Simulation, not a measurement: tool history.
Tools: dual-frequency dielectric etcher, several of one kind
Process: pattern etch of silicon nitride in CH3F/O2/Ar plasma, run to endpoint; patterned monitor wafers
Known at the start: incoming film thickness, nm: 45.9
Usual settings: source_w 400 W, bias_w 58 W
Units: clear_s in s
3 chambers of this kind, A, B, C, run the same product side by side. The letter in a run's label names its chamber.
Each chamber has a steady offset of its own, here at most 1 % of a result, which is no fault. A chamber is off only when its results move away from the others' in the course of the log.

| run | hour | source_w | bias_w | hours since the last wet clean | hours since the last source power generator calibration | hours since the last bias power generator calibration | clear_s |
|---|---|---|---|---|---|---|---|
| 1C | 8.8 | 400 | 58 | 162.6 | 568.4 | 1231.1 | 71.951 |
| 2A | 15.8 | 400 | 58 | 485.1 | 1893.7 | 659.2 | 70.387 |
| 3B | 25 | 400 | 58 | 357.7 | 1838.2 | 861.3 | 71.291 |
| 4A | 32 | 400 | 58 | 501.3 | 1909.9 | 675.4 | 70.655 |
| 5B | 37.5 | 400 | 58 | 370.2 | 1850.7 | 873.8 | 71.158 |
| 6C | 43.4 | 460 | 47 | 197.2 | 603 | 1265.7 | 71.989 |
| 7A | 50.1 | 460 | 47 | 519.4 | 1928 | 693.5 | 71.245 |
| 8C | 55.8 | 460 | 47 | 209.6 | 615.4 | 1278.1 | 72.416 |
| 9B | 60.7 | 400 | 58 | 393.4 | 1873.9 | 897 | 71.197 |
| 10B | 70.2 | 400 | 68 | 402.9 | 1883.4 | 906.5 | 67.46 |
| 11A | 79.5 | 400 | 68 | 548.8 | 1957.4 | 722.9 | 66.727 |
| 12C | 85.6 | 400 | 68 | 239.4 | 645.2 | 1307.9 | 67.519 |
|  | 90.3 | chamber B: wet clean of the chamber |
| 13B | 92.6 | 400 | 58 | 2.4 | 1905.8 | 928.9 | 71.796 |
| 14A | 98.3 | 400 | 58 | 567.6 | 1976.2 | 741.7 | 70.535 |
| 15C | 103.9 | 400 | 58 | 257.7 | 663.5 | 1326.2 | 71.828 |
|  | 107.5 | chamber A: wet clean of the chamber |
| 16A | 111 | 400 | 58 | 3.6 | 1988.9 | 754.4 | 72.998 |
| 17C | 116.5 | 400 | 58 | 270.3 | 676.1 | 1338.8 | 71.452 |
| 18B | 126 | 400 | 58 | 35.8 | 1939.2 | 962.3 | 70.847 |
| 19A | 131.3 | 400 | 58 | 23.9 | 2009.2 | 774.7 | 73.022 |
| 20B | 140 | 400 | 58 | 49.8 | 1953.2 | 976.3 | 70.653 |
| 21C | 145.7 | 400 | 58 | 299.5 | 705.3 | 1368 | 71.924 |
| 22A | 155 | 400 | 58 | 47.6 | 2032.9 | 798.4 | 72.975 |
| 23B | 164 | 400 | 58 | 73.8 | 1977.2 | 1000.3 | 71.573 |
| 24C | 172.7 | 400 | 58 | 326.5 | 732.3 | 1395 | 71.35 |
| 25A | 179.3 | 400 | 58 | 71.9 | 2057.2 | 822.7 | 72.669 |
| 26B | 189.1 | 400 | 58 | 98.9 | 2002.3 | 1025.4 | 70.713 |
| 27C | 195.5 | 400 | 58 | 349.3 | 755.1 | 1417.8 | 70.81 |
| 28C | 205 | 400 | 58 | 358.8 | 764.6 | 1427.3 | 71.181 |
| 29A | 210.1 | 320 | 58 | 102.7 | 2088 | 853.5 | 79.151 |
| 30B | 218.1 | 320 | 58 | 127.9 | 2031.3 | 1054.4 | 77.746 |
| 31C | 222.7 | 320 | 58 | 376.5 | 782.3 | 1445 | 77.357 |
| 32B | 229.6 | 400 | 58 | 139.4 | 2042.8 | 1065.9 | 71.234 |
|  | 238.6 | chamber A: source power generator calibrated |
| 33A | 239.2 | 400 | 58 | 131.8 | 0.7 | 882.6 | 72.889 |
| 34C | 248.9 | 400 | 58 | 402.7 | 808.5 | 1471.2 | 71.284 |

All 3 chambers run these settings next. Forecast each chamber's results:
| 35A | 255.9 | 400 | 58 |  |  |  | ? |
| 35B | 255.9 | 400 | 58 |  |  |  | ? |
| 35C | 255.9 | 400 | 58 |  |  |  | ? |

| run | clear_s |
|---|---|
| 35A | 73.066 |
| 35B | 71.1 |
| 35C | 71.024 |
